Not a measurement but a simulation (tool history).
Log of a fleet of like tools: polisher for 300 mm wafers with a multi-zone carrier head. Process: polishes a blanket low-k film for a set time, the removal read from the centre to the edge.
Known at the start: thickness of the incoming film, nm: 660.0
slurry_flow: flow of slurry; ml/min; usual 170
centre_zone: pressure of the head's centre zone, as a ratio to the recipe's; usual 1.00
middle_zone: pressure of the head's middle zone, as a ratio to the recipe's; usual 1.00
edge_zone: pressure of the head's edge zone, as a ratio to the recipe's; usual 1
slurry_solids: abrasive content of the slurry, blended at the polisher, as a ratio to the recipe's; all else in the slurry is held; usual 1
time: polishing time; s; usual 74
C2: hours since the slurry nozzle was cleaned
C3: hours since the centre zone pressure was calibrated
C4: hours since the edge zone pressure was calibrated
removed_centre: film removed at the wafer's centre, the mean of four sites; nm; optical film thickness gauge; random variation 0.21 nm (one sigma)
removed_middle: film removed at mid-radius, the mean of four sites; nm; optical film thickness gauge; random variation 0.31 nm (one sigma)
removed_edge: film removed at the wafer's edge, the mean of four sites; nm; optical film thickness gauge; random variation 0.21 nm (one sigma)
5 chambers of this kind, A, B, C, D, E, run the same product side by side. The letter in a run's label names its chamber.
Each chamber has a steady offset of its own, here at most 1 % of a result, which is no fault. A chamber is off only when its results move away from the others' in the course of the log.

Run 1D, hour 11.8: usual settings; wafers polished on this pad 549; C2 116.7; C3 276.5; C4 402.4. Result: removed_centre 30.745 nm, removed_middle 30.860 nm, removed_edge 30.152 nm.
At hour 19.0: chamber A: worn pad replaced by a new one.
Run 2A, hour 26.4: usual settings; wafers polished on this pad 101; C2 33.1; C3 94.0; C4 896.4. Result: removed_centre 30.776 nm, removed_middle 30.809 nm, removed_edge 30.642 nm.
At hour 28.9: chamber B: worn pad replaced by a new one.
Run 3C, hour 34.4: usual settings; wafers polished on this pad 581; C2 217.4; C3 421.7; C4 251.1. Result: removed_centre 31.657 nm, removed_middle 30.482 nm, removed_edge 31.401 nm.
Run 4B, hour 46.8: usual settings; wafers polished on this pad 244; C2 290.7; C3 276.3; C4 906.0. Result: removed_centre 30.956 nm, removed_middle 30.947 nm, removed_edge 30.562 nm.
At hour 51.3: chamber E: worn pad replaced by a new one.
Run 5E, hour 55.5: usual settings; wafers polished on this pad 57; C2 238.3; C3 253.3; C4 67.3. Result: removed_centre 30.431 nm, removed_middle 31.172 nm, removed_edge 31.035 nm.
Run 6A, hour 67.0: usual settings; wafers polished on this pad 654; C2 73.7; C3 134.6; C4 937.0. Result: removed_centre 30.757 nm, removed_middle 31.129 nm, removed_edge 30.562 nm.
At hour 68.7: chamber D: worn pad replaced by a new one.
At hour 78.1: chamber C: worn pad replaced by a new one.
Run 7B, hour 81.4: usual settings; wafers polished on this pad 716; C2 325.3; C3 310.9; C4 940.6. Result: removed_centre 31.016 nm, removed_middle 31.017 nm, removed_edge 31.050 nm.
Run 8D, hour 93.2: usual settings; wafers polished on this pad 334; C2 198.1; C3 357.9; C4 483.8. Result: removed_centre 30.859 nm, removed_middle 30.764 nm, removed_edge 30.489 nm.
At hour 94.7: chamber E: slurry nozzle cleaned.
Run 9C, hour 106.3: usual settings; wafers polished on this pad 384; C2 289.3; C3 493.6; C4 323.0. Result: removed_centre 30.761 nm, removed_middle 30.836 nm, removed_edge 31.373 nm.
At hour 109.8: chamber B: worn pad replaced by a new one.
At hour 115.1: chamber A: worn pad replaced by a new one.
At hour 116.9: chamber C: slurry nozzle cleaned.
Run 10E, hour 119.9: usual settings; wafers polished on this pad 934; C2 25.3; C3 317.7; C4 131.7. Result: removed_centre 31.103 nm, removed_middle 31.116 nm, removed_edge 30.484 nm.
At hour 128.1: chamber B: centre zone pressure recalibrated.
Run 11D, hour 130.8: usual settings but slurry_flow 120 ml/min, time 92 s; wafers polished on this pad 847; C2 235.7; C3 395.5; C4 521.4. Result: removed_centre 35.505 nm, removed_middle 35.021 nm, removed_edge 36.292 nm.
At hour 133.9: chamber C: centre zone pressure recalibrated.
At hour 140.3: chamber E: worn pad replaced by a new one.
Run 12B, hour 142.8: usual settings but slurry_flow 120 ml/min, time 92 s; wafers polished on this pad 449; C2 386.7; C3 14.7; C4 1002.0. Result: removed_centre 35.031 nm, removed_middle 35.991 nm, removed_edge 36.271 nm.
At hour 156.6: chamber C: worn pad replaced by a new one.
Run 13E, hour 158.1: usual settings but slurry_flow 120 ml/min, time 92 s; wafers polished on this pad 243; C2 63.5; C3 355.9; C4 169.9. Result: removed_centre 34.927 nm, removed_middle 35.801 nm, removed_edge 36.141 nm.
Run 14A, hour 168.6: usual settings but slurry_flow 120 ml/min, time 92 s; wafers polished on this pad 729; C2 175.3; C3 236.2; C4 1038.6. Result: removed_centre 35.566 nm, removed_middle 35.529 nm, removed_edge 36.179 nm.
At hour 169.5: chamber D: worn pad replaced by a new one.
Run 15C, hour 182.9: usual settings but slurry_flow 120 ml/min, time 92 s; wafers polished on this pad 359; C2 66.0; C3 49.1; C4 399.6. Result: removed_centre 37.076 nm, removed_middle 35.625 nm, removed_edge 36.758 nm.
Run 16B, hour 194.2: usual settings; wafers polished on this pad 1150; C2 438.1; C3 66.1; C4 1053.4. Result: removed_centre 30.675 nm, removed_middle 30.452 nm, removed_edge 30.963 nm.
At hour 202.9: chamber B: worn pad replaced by a new one.
At hour 203.2: chamber D: slurry nozzle cleaned.
Run 17D, hour 204.7: usual settings; wafers polished on this pad 479; C2 1.5; C3 469.4; C4 595.3. Result: removed_centre 31.226 nm, removed_middle 30.945 nm, removed_edge 30.399 nm.
At hour 209.9: chamber B: edge zone pressure recalibrated.
Run 18E, hour 214.3: usual settings; wafers polished on this pad 1008; C2 119.7; C3 412.1; C4 226.1. Result: removed_centre 30.547 nm, removed_middle 31.096 nm, removed_edge 30.571 nm.
At hour 215.9: chamber A: worn pad replaced by a new one.
Run 19A, hour 225.9: usual settings; wafers polished on this pad 136; C2 232.6; C3 293.5; C4 1095.9. Result: removed_centre 31.075 nm, removed_middle 31.119 nm, removed_edge 30.927 nm.
At hour 232.1: chamber A: edge zone pressure recalibrated.
Run 20C, hour 233.5: usual settings but centre_zone 1.06; wafers polished on this pad 1048; C2 116.6; C3 99.7; C4 450.2. Result: removed_centre 34.301 nm, removed_middle 30.727 nm, removed_edge 31.075 nm.
At hour 237.2: chamber E: worn pad replaced by a new one.
At hour 238.3: chamber C: worn pad replaced by a new one.
Run 21B, hour 245.7: usual settings but centre_zone 1.06; wafers polished on this pad 583; C2 489.6; C3 117.6; C4 35.9. Result: removed_centre 32.155 nm, removed_middle 30.290 nm, removed_edge 30.681 nm.
Run 22C, hour 253.1: usual settings but centre_zone 1.06; wafers polished on this pad 202; C2 136.2; C3 119.3; C4 469.8. Result: removed_centre 34.568 nm, removed_middle 30.822 nm, removed_edge 31.101 nm.
Run 23D, hour 262.8: usual settings but centre_zone 1.06; wafers polished on this pad 1271; C2 59.6; C3 527.5; C4 653.4. Result: removed_centre 32.829 nm, removed_middle 31.004 nm, removed_edge 30.484 nm.
At hour 265.0: chamber D: worn pad replaced by a new one.
Run 24E, hour 273.7: usual settings but centre_zone 1.06; wafers polished on this pad 498; C2 179.1; C3 471.5; C4 285.5. Result: removed_centre 32.384 nm, removed_middle 30.786 nm, removed_edge 30.629 nm.
Run 25A, hour 285.0: usual settings; wafers polished on this pad 942; C2 291.7; C3 352.6; C4 53.0. Result: removed_centre 30.790 nm, removed_middle 30.485 nm, removed_edge 30.547 nm.
At hour 285.8: chamber B: worn pad replaced by a new one.
At hour 287.6: chamber A: slurry nozzle cleaned.
Run 26A, hour 299.5: usual settings; wafers polished on this pad 1139; C2 12.0; C3 367.1; C4 67.5. Result: removed_centre 30.123 nm, removed_middle 30.272 nm, removed_edge 30.553 nm.
Run 27D, hour 306.5: usual settings; wafers polished on this pad 566; C2 103.3; C3 571.2; C4 697.1. Result: removed_centre 30.881 nm, removed_middle 30.653 nm, removed_edge 30.424 nm.
Run 28C, hour 319.7: usual settings; wafers polished on this pad 1109; C2 202.8; C3 185.9; C4 536.4. Result: removed_centre 32.202 nm, removed_middle 30.836 nm, removed_edge 31.160 nm.
At hour 320.8: chamber A: worn pad replaced by a new one.
At hour 329.4: chamber E: worn pad replaced by a new one.
Run 29B, hour 329.7: usual settings; wafers polished on this pad 598; C2 573.6; C3 201.6; C4 119.9. Result: removed_centre 30.538 nm, removed_middle 30.797 nm, removed_edge 30.797 nm.
At hour 335.2: chamber C: worn pad replaced by a new one.
At hour 341.4: chamber E: slurry nozzle cleaned.
Run 30E, hour 344.8: usual settings; wafers polished on this pad 209; C2 3.5; C3 542.6; C4 356.6. Result: removed_centre 30.849 nm, removed_middle 31.426 nm, removed_edge 30.465 nm.
At hour 353.6: chamber D: worn pad replaced by a new one.
Run 31D, hour 359.5: usual settings; wafers polished on this pad 81; C2 156.3; C3 624.2; C4 750.1. Result: removed_centre 31.272 nm, removed_middle 30.628 nm, removed_edge 30.584 nm.
At hour 371.9: chamber B: worn pad replaced by a new one.
Run 32C, hour 373.5: usual settings; wafers polished on this pad 522; C2 256.6; C3 239.7; C4 590.2. Result: removed_centre 32.174 nm, removed_middle 30.739 nm, removed_edge 30.956 nm.
Run 33B, hour 380.5: usual settings but slurry_flow 150 ml/min; wafers polished on this pad 117; C2 624.4; C3 252.4; C4 170.7. Result: removed_centre 29.786 nm, removed_middle 30.324 nm, removed_edge 30.178 nm.
At hour 388.9: chamber E: edge zone pressure recalibrated.
Run 34E, hour 392.1: usual settings but slurry_flow 150 ml/min; wafers polished on this pad 854; C2 50.8; C3 589.9; C4 3.2. Result: removed_centre 30.224 nm, removed_middle 30.419 nm, removed_edge 30.236 nm.
Run 35A, hour 403.3: usual settings but slurry_flow 150 ml/min; wafers polished on this pad 1123; C2 115.8; C3 470.9; C4 171.3. Result: removed_centre 29.893 nm, removed_middle 30.382 nm, removed_edge 30.187 nm.
Run 36C, hour 412.0: usual settings but slurry_flow 150 ml/min; wafers polished on this pad 1046; C2 295.1; C3 278.2; C4 628.7. Result: removed_centre 31.425 nm, removed_middle 30.591 nm, removed_edge 30.828 nm.
At hour 418.3: chamber E: worn pad replaced by a new one.
Run 37E, hour 427.2: usual settings but slurry_flow 150 ml/min; wafers polished on this pad 122; C2 85.9; C3 625.0; C4 38.3. Result: removed_centre 30.090 nm, removed_middle 30.382 nm, removed_edge 30.278 nm.
Run 38D, hour 442.8: usual settings; wafers polished on this pad 1216; C2 239.6; C3 707.5; C4 833.4. Result: removed_centre 30.567 nm, removed_middle 30.350 nm, removed_edge 30.244 nm.

What goes on in this fleet: one chamber off, a drifting gauge, or nothing beyond the chambers' own small offsets? Name the chamber and the cause, if any.

A service left chamber C off against the others.
Cause: centre zone's pressure above its setpoint, % = 3.38.

Here are 4 candidates for chamber C's next run, each the usual settings with a change, their results left as question marks. Which one brings its results back in line with what the others give on the usual settings?
In line means no further than this from the other chambers' mean on the usual settings: removed_centre 0.740 nm; removed_middle 1.100 nm; removed_edge 0.730 nm
Run 39C-1, hour 454.2: usual settings but slurry_flow 165 ml/min, centre_zone 0.94, middle_zone 1.04, time 72 s. Result: removed_centre ?, removed_middle ?, removed_edge ?.
Run 39C-2, hour 454.2: usual settings but centre_zone 1.03, middle_zone 0.98, time 75 s. Result: removed_centre ?, removed_middle ?, removed_edge ?.
Run 39C-3, hour 454.2: usual settings but centre_zone 0.97, middle_zone 1.02, time 73 s. Result: removed_centre ?, removed_middle ?, removed_edge ?.
Run 39C-4, hour 454.2: usual settings but slurry_flow 175 ml/min, centre_zone 1.06, middle_zone 0.96, time 76 s. Result: removed_centre ?, removed_middle ?, removed_edge ?.

The other chambers' mean on the usual settings: removed_centre 30.707 nm; removed_middle 30.754 nm; removed_edge 30.675 nm
  run  removed_centre  removed_middle  removed_edge
39C-1          29.195          30.900        30.234
39C-2          33.835          30.619        31.639
39C-3          30.826          30.928        30.777
39C-4          35.575          30.590        32.183
39C-3 brings the chamber back in line.
